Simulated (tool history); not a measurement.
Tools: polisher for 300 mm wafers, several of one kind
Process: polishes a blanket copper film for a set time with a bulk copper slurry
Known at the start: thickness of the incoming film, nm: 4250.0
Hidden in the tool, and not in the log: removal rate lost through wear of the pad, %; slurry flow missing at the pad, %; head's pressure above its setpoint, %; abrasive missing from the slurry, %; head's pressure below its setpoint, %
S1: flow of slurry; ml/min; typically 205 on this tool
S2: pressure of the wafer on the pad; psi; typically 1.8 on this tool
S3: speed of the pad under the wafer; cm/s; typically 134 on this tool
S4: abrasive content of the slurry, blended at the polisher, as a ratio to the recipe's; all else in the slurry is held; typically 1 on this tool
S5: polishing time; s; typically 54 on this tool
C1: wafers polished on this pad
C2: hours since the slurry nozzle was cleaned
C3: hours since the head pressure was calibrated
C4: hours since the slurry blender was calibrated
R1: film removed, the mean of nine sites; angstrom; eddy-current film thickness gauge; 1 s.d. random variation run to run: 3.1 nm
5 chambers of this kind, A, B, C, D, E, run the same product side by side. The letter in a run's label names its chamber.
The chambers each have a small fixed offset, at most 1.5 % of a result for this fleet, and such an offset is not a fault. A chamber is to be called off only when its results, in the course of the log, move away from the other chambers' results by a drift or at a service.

run	hour	S1	S2	S3	S4	S5	C1	C2	C3	C4	R1
# hour 0.4: chamber A: worn pad replaced by a new one
1C	3.6	205	1.8	134	1	54	285	355.2	792.8	12.5	3575.7
2A	8.3	205	1.8	134	1	54	101	446.4	266.3	30.1	3644.2
3B	12.8	205	1.8	134	1	54	622	571.0	233.4	203.3	3644.3
4D	16.4	205	1.8	134	1	54	580	83.7	1102.4	275.2	3653.5
# hour 16.9: chamber E: worn pad replaced by a new one
# hour 19.9: chamber B: slurry nozzle cleaned
5E	21.3	205	2.0	134	1	54	56	379.1	1018.0	271.9	4114.5
6C	26.2	205	2.0	134	1	54	574	377.8	815.4	35.1	3966.8
7A	29.6	205	2.0	134	1	54	374	467.7	287.6	51.4	4010.8
# hour 32.0: chamber B: worn pad replaced by a new one
# hour 32.3: chamber E: head pressure recalibrated
8B	33.6	205	2.0	134	1	54	20	13.7	254.2	224.1	4074.4
9E	37.8	205	2.0	134	1	54	268	395.6	5.6	288.4	4083.7
# hour 39.7: chamber C: worn pad replaced by a new one
10D	41.4	205	1.8	134	1	54	901	108.7	1127.4	300.2	3515.5
11A	45.6	205	1.8	134	1	54	579	483.7	303.6	67.4	3622.9
12E	47.7	205	1.8	134	1	54	395	405.5	15.5	298.3	3641.7
13D	50.5	265	1.5	134	1	54	1017	117.8	1136.5	309.3	2981.9
# hour 50.6: chamber A: worn pad replaced by a new one
14C	53.3	265	1.5	134	1	54	175	404.9	842.5	62.2	3141.5
15B	55.9	265	1.5	134	1	54	307	36.0	276.5	246.4	3062.7
16E	58.5	265	1.5	134	1	54	533	416.3	26.3	309.1	3191.7
17D	63.2	265	1.5	134	1	54	1180	130.5	1149.2	322.0	3023.4
# hour 63.7: chamber E: worn pad replaced by a new one
18C	66.1	205	1.8	134	1	54	339	417.7	855.3	75.0	3646.5
19A	68.9	205	1.8	134	1	54	235	507.0	326.9	90.7	3613.0
20B	72.4	175	1.8	134	1	54	518	52.5	293.0	262.9	3554.9
# hour 74.3: chamber A: slurry blender recalibrated
21E	77.1	175	1.8	134	1	54	172	434.9	44.9	327.7	3586.6
# hour 79.9: chamber E: slurry nozzle cleaned
22A	80.5	175	1.8	134	1	54	384	518.6	338.5	6.2	3556.7
23D	83.9	175	1.8	134	1	54	1446	151.2	1169.9	342.7	3271.0
24C	86.4	175	1.8	134	1	54	599	438.0	875.6	95.3	3577.3
25B	88.7	205	1.8	134	1	54	727	68.8	309.3	279.2	3681.3
26C	91.0	205	1.8	134	1	54	658	442.6	880.2	99.9	3651.3
# hour 91.9: chamber B: worn pad replaced by a new one
# hour 93.1: chamber A: head pressure recalibrated
# hour 93.5: chamber A: worn pad replaced by a new one
27B	93.9	205	1.8	134	1	54	26	74.0	314.5	284.4	3682.5
28D	96.2	205	1.8	134	1	54	1604	163.5	1182.2	355.0	3292.5
29E	98.6	205	1.8	134	1	54	448	18.7	66.4	349.2	3672.4
30A	100.8	205	1.8	134	1	54	93	538.9	7.8	26.5	3601.6
31D	103.6	205	1.8	176	1	54	1699	170.9	1189.6	362.4	4218.9

Predict what each chamber gives when all 5 of them run the settings below next.
32A	107.1	205	1.8	134	1	54					?
32B	107.1	205	1.8	134	1	54					?
32C	107.1	205	1.8	134	1	54					?
32D	107.1	205	1.8	134	1	54					?
32E	107.1	205	1.8	134	1	54					?

run	R1
32A	3597.5
32B	3558.0
32C	3656.7
32D	3199.3
32E	3651.6
